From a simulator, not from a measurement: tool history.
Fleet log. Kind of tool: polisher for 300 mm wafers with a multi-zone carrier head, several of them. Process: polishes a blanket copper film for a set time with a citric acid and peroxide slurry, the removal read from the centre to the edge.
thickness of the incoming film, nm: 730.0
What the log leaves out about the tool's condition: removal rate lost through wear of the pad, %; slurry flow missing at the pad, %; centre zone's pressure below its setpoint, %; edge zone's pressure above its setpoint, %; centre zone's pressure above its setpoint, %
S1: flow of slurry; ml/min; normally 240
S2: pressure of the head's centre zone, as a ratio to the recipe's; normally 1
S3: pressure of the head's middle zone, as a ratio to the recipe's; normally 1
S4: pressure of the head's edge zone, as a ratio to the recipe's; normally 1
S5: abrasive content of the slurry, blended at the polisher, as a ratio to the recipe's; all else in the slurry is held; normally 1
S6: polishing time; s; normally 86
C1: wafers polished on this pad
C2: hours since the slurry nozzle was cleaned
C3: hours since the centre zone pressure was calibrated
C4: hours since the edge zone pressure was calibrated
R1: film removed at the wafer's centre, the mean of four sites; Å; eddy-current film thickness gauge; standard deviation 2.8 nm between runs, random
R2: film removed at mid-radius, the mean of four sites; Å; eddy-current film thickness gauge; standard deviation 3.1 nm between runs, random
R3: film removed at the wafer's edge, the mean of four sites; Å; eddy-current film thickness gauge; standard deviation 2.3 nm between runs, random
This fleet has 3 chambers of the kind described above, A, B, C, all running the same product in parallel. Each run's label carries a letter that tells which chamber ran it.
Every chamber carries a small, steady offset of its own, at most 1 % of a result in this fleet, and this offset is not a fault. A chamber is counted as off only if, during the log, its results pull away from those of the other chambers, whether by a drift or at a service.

-- hour=0.2 chamber B: worn pad replaced by a new one
run 1B hour=8.8 | S1=240 S2=1 S3=1 S4=1 S5=1 S6=86 | C1=75 C2=14.5 C3=412.8 C4=561 | R1=2404.3 R2=2401.3 R3=2426.9
run 2C hour=16.8 | S1=240 S2=1 S3=1 S4=1 S5=1 S6=86 | C1=633 C2=194.5 C3=106.5 C4=130.7 | R1=2416.2 R2=2407.4 R3=2436.1
-- hour=21.8 chamber A: worn pad replaced by a new one
run 3A hour=24.9 | S1=240 S2=1 S3=1 S4=1 S5=1 S6=86 | C1=27 C2=364.5 C3=344.5 C4=374.4 | R1=2370.7 R2=2403 R3=2397.5
run 4B hour=38.4 | S1=240 S2=1 S3=1 S4=1 S5=1 S6=86 | C1=334 C2=44.1 C3=442.4 C4=590.6 | R1=2392 R2=2415 R3=2462.5
run 5C hour=46.9 | S1=240 S2=1 S3=1 S4=1 S5=1 S6=86 | C1=897 C2=224.6 C3=136.6 C4=160.8 | R1=2423.1 R2=2449.2 R3=2417
run 6A hour=53.7 | S1=240 S2=1 S3=1 S4=1 S5=1 S6=86 | C1=279 C2=393.3 C3=373.3 C4=403.2 | R1=2388.2 R2=2362.5 R3=2429.9
-- hour=56 chamber B: edge zone pressure recalibrated
run 7B hour=67.7 | S1=240 S2=1 S3=1 S4=1 S5=1 S6=86 | C1=590 C2=73.4 C3=471.7 C4=11.8 | R1=2389.1 R2=2404.3 R3=2396.5
-- hour=69.1 chamber A: slurry nozzle cleaned
run 8A hour=82.2 | S1=295 S2=1 S3=1 S4=1 S5=1 S6=86 | C1=528 C2=13.1 C3=401.8 C4=431.7 | R1=2446.8 R2=2470.9 R3=2437.7
run 9C hour=92.4 | S1=295 S2=1 S3=1 S4=1 S5=1 S6=86 | C1=1295 C2=270.1 C3=182.1 C4=206.3 | R1=2447.5 R2=2473.6 R3=2409.3
-- hour=92.6 chamber A: worn pad replaced by a new one
-- hour=100.1 chamber C: worn pad replaced by a new one
run 10A hour=105 | S1=295 S2=1 S3=1 S4=1 S5=1 S6=86 | C1=108 C2=35.9 C3=424.6 C4=454.5 | R1=2482.8 R2=2488.5 R3=2413
-- hour=105.1 chamber A: centre zone pressure recalibrated
run 11C hour=113.5 | S1=240 S2=1 S3=1 S4=1 S5=1 S6=86 | C1=117 C2=291.2 C3=203.2 C4=227.4 | R1=2402.2 R2=2429.9 R3=2404.8
-- hour=116.6 chamber B: worn pad replaced by a new one
run 12B hour=122.8 | S1=240 S2=1 S3=1 S4=1 S5=1 S6=86 | C1=54 C2=128.5 C3=526.8 C4=66.9 | R1=2389.3 R2=2385.4 R3=2409.7
run 13C hour=137.1 | S1=240 S2=1 S3=1 S4=1 S5=1 S6=86 | C1=324 C2=314.8 C3=226.8 C4=251 | R1=2395.5 R2=2458.3 R3=2445.5
run 14A hour=149.9 | S1=240 S2=1 S3=1 S4=1 S5=1 S6=86 | C1=501 C2=80.8 C3=44.9 C4=499.4 | R1=2371.8 R2=2409.2 R3=2404.5
run 15B hour=163.5 | S1=240 S2=1 S3=1 S4=1 S5=1 S6=86 | C1=410 C2=169.2 C3=567.5 C4=107.6 | R1=2330.3 R2=2445.6 R3=2441.9
run 16C hour=172.5 | S1=240 S2=1 S3=1 S4=1 S5=1 S6=86 | C1=634 C2=350.2 C3=262.2 C4=286.4 | R1=2398.9 R2=2433.9 R3=2434.8
-- hour=177.7 chamber A: worn pad replaced by a new one
run 17B hour=180.4 | S1=240 S2=1 S3=1 S4=1 S5=1 S6=86 | C1=558 C2=186.1 C3=584.4 C4=124.5 | R1=2342.4 R2=2418.5 R3=2478
run 18A hour=189.3 | S1=240 S2=1 S3=1 S4=1 S5=1 S6=86 | C1=101 C2=120.2 C3=84.3 C4=538.8 | R1=2365 R2=2426.2 R3=2372.1
run 19A hour=203.8 | S1=240 S2=1 S3=1 S4=1 S5=1 S6=86 | C1=228 C2=134.7 C3=98.8 C4=553.3 | R1=2455.7 R2=2398.2 R3=2426.2
-- hour=210.4 chamber B: worn pad replaced by a new one
run 20C hour=214.9 | S1=240 S2=1 S3=1 S4=1 S5=1 S6=86 | C1=1004 C2=392.6 C3=304.6 C4=328.8 | R1=2377.6 R2=2400.8 R3=2419.8
-- hour=224.7 chamber C: centre zone pressure recalibrated
run 21B hour=227.5 | S1=240 S2=1 S3=1 S4=1 S5=1 S6=86 | C1=149 C2=233.2 C3=631.5 C4=171.6 | R1=2321.6 R2=2436.5 R3=2419.7
run 22B hour=241.4 | S1=240 S2=1 S3=1 S4=1 S5=1 S6=86 | C1=271 C2=247.1 C3=645.4 C4=185.5 | R1=2299.3 R2=2392.8 R3=2426.3
run 23A hour=248 | S1=240 S2=1 S3=1 S4=1 S5=1 S6=86 | C1=615 C2=178.9 C3=143 C4=597.5 | R1=2425.6 R2=2463.3 R3=2392.5
-- hour=255.7 chamber C: worn pad replaced by a new one
run 24C hour=256 | S1=240 S2=1 S3=1 S4=1 S5=0.8 S6=86 | C1=3 C2=433.7 C3=31.4 C4=369.9 | R1=2242.6 R2=2342.1 R3=2317.1
-- hour=267.3 chamber A: worn pad replaced by a new one
run 25C hour=270.7 | S1=240 S2=1 S3=1 S4=1 S5=0.8 S6=86 | C1=131 C2=448.4 C3=46.1 C4=384.6 | R1=2269.2 R2=2309.3 R3=2302.2
run 26B hour=285.1 | S1=240 S2=1 S3=1 S4=1 S5=0.8 S6=86 | C1=653 C2=290.8 C3=689.1 C4=229.2 | R1=2158.1 R2=2337.1 R3=2306.8
-- hour=286.7 chamber C: slurry nozzle cleaned
run 27A hour=299.2 | S1=240 S2=1 S3=1 S4=1 S5=1 S6=86 | C1=279 C2=230.1 C3=194.2 C4=648.7 | R1=2421.2 R2=2384.4 R3=2410.4
run 28B hour=305.5 | S1=240 S2=1 S3=1 S4=1 S5=1 S6=86 | C1=832 C2=311.2 C3=709.5 C4=249.6 | R1=2272.3 R2=2400.9 R3=2420.1
run 29A hour=313.2 | S1=240 S2=1 S3=1 S4=1 S5=1 S6=86 | C1=401 C2=244.1 C3=208.2 C4=662.7 | R1=2358.9 R2=2358.8 R3=2460.1
-- hour=316.5 chamber B: worn pad replaced by a new one
run 30C hour=324.4 | S1=240 S2=1 S3=1 S4=1 S5=1.2 S6=86 | C1=601 C2=37.8 C3=99.8 C4=438.3 | R1=2470.5 R2=2516.9 R3=2528.6
run 31A hour=336.2 | S1=240 S2=1 S3=1 S4=1 S5=1.2 S6=86 | C1=602 C2=267.1 C3=231.2 C4=685.7 | R1=2509.9 R2=2474.9 R3=2511.5
run 32B hour=345.6 | S1=240 S2=1 S3=1 S4=1 S5=1.2 S6=86 | C1=255 C2=351.3 C3=749.6 C4=289.7 | R1=2292.3 R2=2480.7 R3=2496.3
run 33C hour=354.3 | S1=240 S2=1 S3=1 S4=1 S5=1 S6=86 | C1=862 C2=67.7 C3=129.7 C4=468.2 | R1=2397.1 R2=2452.7 R3=2402.6
-- hour=361 chamber A: worn pad replaced by a new one
run 34A hour=363.2 | S1=240 S2=1 S3=1 S4=1 S5=1 S6=86 | C1=19 C2=294.1 C3=258.2 C4=712.7 | R1=2386.6 R2=2424.7 R3=2383.5
run 35C hour=373.2 | S1=240 S2=1 S3=1 S4=1 S5=1 S6=86 | C1=1028 C2=86.6 C3=148.6 C4=487.1 | R1=2382.4 R2=2443.2 R3=2431.4

All chambers now run identical settings, listed one chamber a line with results as question marks. What results will each chamber show?
run 36A hour=383.7 | S1=210 S2=1 S3=1 S4=1 S5=1 S6=86 | R1=? R2=? R3=?
run 36B hour=383.7 | S1=210 S2=1 S3=1 S4=1 S5=1 S6=86 | R1=? R2=? R3=?
run 36C hour=383.7 | S1=210 S2=1 S3=1 S4=1 S5=1 S6=86 | R1=? R2=? R3=?

run=36A R1=2346.9 R2=2365.8 R3=2365.6
run=36B R1=2230 R2=2401 R3=2406
run=36C R1=2367.4 R2=2394.4 R3=2412
